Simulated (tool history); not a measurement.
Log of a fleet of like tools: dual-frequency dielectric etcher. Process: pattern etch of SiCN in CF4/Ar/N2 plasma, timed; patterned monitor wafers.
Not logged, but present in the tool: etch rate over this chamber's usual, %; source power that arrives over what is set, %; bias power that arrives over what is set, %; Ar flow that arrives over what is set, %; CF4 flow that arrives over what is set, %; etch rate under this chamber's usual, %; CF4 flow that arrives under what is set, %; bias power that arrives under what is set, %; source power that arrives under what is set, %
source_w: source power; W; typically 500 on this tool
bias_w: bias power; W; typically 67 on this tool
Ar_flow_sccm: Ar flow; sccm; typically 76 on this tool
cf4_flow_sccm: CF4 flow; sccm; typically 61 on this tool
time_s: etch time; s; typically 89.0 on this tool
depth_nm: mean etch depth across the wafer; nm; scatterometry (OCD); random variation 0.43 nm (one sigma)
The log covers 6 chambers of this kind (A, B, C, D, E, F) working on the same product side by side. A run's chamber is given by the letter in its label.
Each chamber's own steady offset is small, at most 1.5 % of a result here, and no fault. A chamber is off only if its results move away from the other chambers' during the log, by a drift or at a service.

run	hour	source_w	bias_w	Ar_flow_sccm	cf4_flow_sccm	time_s	hours since the last wet clean	hours since the last source power generator calibration	hours since the last bias power generator calibration	hours since the last Ar flow controller change	hours since the last CF4 flow controller change	read-back reference wafer on the same gauge, depth_nm	depth_nm
1E	9.5	500	67	76	61	89.0	133.8	1761.3	3236.4	3770.3	2965.2	79.884	82.850
2D	18.7	500	67	76	61	89.0	614.9	1605.5	1682.8	207.1	612.5	79.946	83.894
3A	24.3	500	67	76	61	89.0	354.6	285.6	2468.4	157.1	3527.0	79.967	82.412
4F	28.9	500	67	76	61	89.0	176.2	1182.6	3913.4	1892.9	807.8	79.915	83.075
5C	37.8	500	67	76	61	89.0	213.8	2185.3	3199.4	2689.0	1048.6	79.844	83.317
6B	44.7	500	67	76	61	89.0	92.1	108.2	2027.9	2144.2	1043.0	79.948	83.259
7E	48.8	500	67	76	61	89.0	173.1	1800.6	3275.7	3809.6	3004.5	79.736	81.878
8F	53.7	500	67	76	61	89.0	201.0	1207.4	3938.2	1917.7	832.6	79.972	84.023
9A	60.1	500	67	76	61	89.0	390.4	321.4	2504.2	192.9	3562.8	79.780	83.392
10C	69.7	500	67	76	61	89.0	245.7	2217.2	3231.3	2720.9	1080.5	79.939	82.591
11B	78.5	500	67	76	61	89.0	125.9	142.0	2061.7	2178.0	1076.8	79.916	82.593
# hour 80.8: chamber D: wet clean of the chamber
12D	82.9	500	67	76	61	89.0	2.2	1669.7	1747.0	271.3	676.7	80.018	83.842
13D	89.4	610	61	76	61	89.0	8.7	1676.2	1753.5	277.8	683.2	79.975	97.475
14F	96.3	610	61	76	61	89.0	243.6	1250.0	3980.8	1960.3	875.2	79.893	96.599
15E	105.4	610	61	76	61	89.0	229.7	1857.2	3332.3	3866.2	3061.1	79.912	94.942
16C	113.9	610	61	76	61	89.0	289.9	2261.4	3275.5	2765.1	1124.7	79.863	96.064
17A	119.7	610	61	76	61	89.0	450.0	381.0	2563.8	252.5	3622.4	79.812	95.132
18B	124.4	610	61	76	61	89.0	171.8	187.9	2107.6	2223.9	1122.7	79.941	95.837
19A	130.1	500	67	76	61	89.0	460.4	391.4	2574.2	262.9	3632.8	79.867	82.411
20C	135.9	500	67	76	61	89.0	311.9	2283.4	3297.5	2787.1	1146.7	79.867	82.238
21E	143.0	500	67	76	61	89.0	267.3	1894.8	3369.9	3903.8	3098.7	79.934	82.069
22D	149.4	500	67	76	61	89.0	68.7	1736.2	1813.5	337.8	743.2	79.904	83.615
23B	158.5	500	67	76	61	89.0	205.9	222.0	2141.7	2258.0	1156.8	79.870	82.615
24F	163.8	500	67	76	61	89.0	311.1	1317.5	4048.3	2027.8	942.7	80.042	84.226
25F	171.8	500	67	76	61	89.0	319.1	1325.5	4056.3	2035.8	950.7	79.864	83.087
26E	181.3	500	67	76	61	89.0	305.6	1933.1	3408.2	3942.1	3137.0	79.856	82.550
27A	186.3	500	67	76	72	107.5	516.6	447.6	2630.4	319.1	3689.0	79.845	102.810
28D	195.3	500	67	76	72	107.5	114.6	1782.1	1859.4	383.7	789.1	79.890	103.230
# hour 197.0: chamber A: wet clean of the chamber
29C	202.0	500	67	76	72	107.5	378.0	2349.5	3363.6	2853.2	1212.8	79.851	102.740
30B	210.9	500	67	76	72	107.5	258.3	274.4	2194.1	2310.4	1209.2	79.908	102.830
31D	215.5	500	67	76	72	107.5	134.8	1802.3	1879.6	403.9	809.3	79.920	103.280
# hour 223.3: chamber E: CF4 flow controller replaced
32A	223.8	500	67	76	72	107.5	26.8	485.1	2667.9	356.6	3726.5	80.061	102.830
# hour 226.0: chamber E: wet clean of the chamber
33C	231.5	610	67	87	61	89.0	407.5	2379.0	3393.1	2882.7	1242.3	79.793	96.198
34E	237.1	610	67	87	61	89.0	11.2	1988.9	3464.0	3997.9	13.9	79.769	96.163
# hour 239.7: chamber F: wet clean of the chamber
35B	242.0	610	67	87	61	89.0	289.4	305.5	2225.2	2341.5	1240.3	79.906	96.516
36F	246.5	610	67	87	61	89.0	6.8	1400.2	4131.0	2110.5	1025.4	79.896	97.284
37C	256.1	610	67	87	61	89.0	432.1	2403.6	3417.7	2907.3	1266.9	80.002	95.885
38E	261.3	610	67	87	61	89.0	35.4	2013.1	3488.2	4022.1	38.1	79.847	96.437
39B	269.1	500	67	76	61	89.0	316.5	332.6	2252.3	2368.6	1267.4	79.837	82.916
40F	274.2	500	67	76	61	89.0	34.5	1427.9	4158.7	2138.2	1053.1	79.807	83.897
41A	282.2	500	67	76	61	89.0	85.2	543.5	2726.3	415.0	3784.9	79.877	83.136
# hour 285.7: chamber B: wet clean of the chamber
42D	290.2	500	67	76	61	89.0	209.5	1877.0	1954.3	478.6	884.0	79.837	83.238
43B	298.7	500	67	76	61	89.0	13.0	362.2	2281.9	2398.2	1297.0	79.859	83.299

Each of the 6 chambers runs these same settings next. Fill in every chamber's results:
44A	305.6	500	76	76	61	89.0							?
44B	305.6	500	76	76	61	89.0							?
44C	305.6	500	76	76	61	89.0							?
44D	305.6	500	76	76	61	89.0							?
44E	305.6	500	76	76	61	89.0							?
44F	305.6	500	76	76	61	89.0							?

run	depth_nm
44A	86.848
44B	86.076
44C	86.568
44D	87.149
44E	86.054
44F	86.692
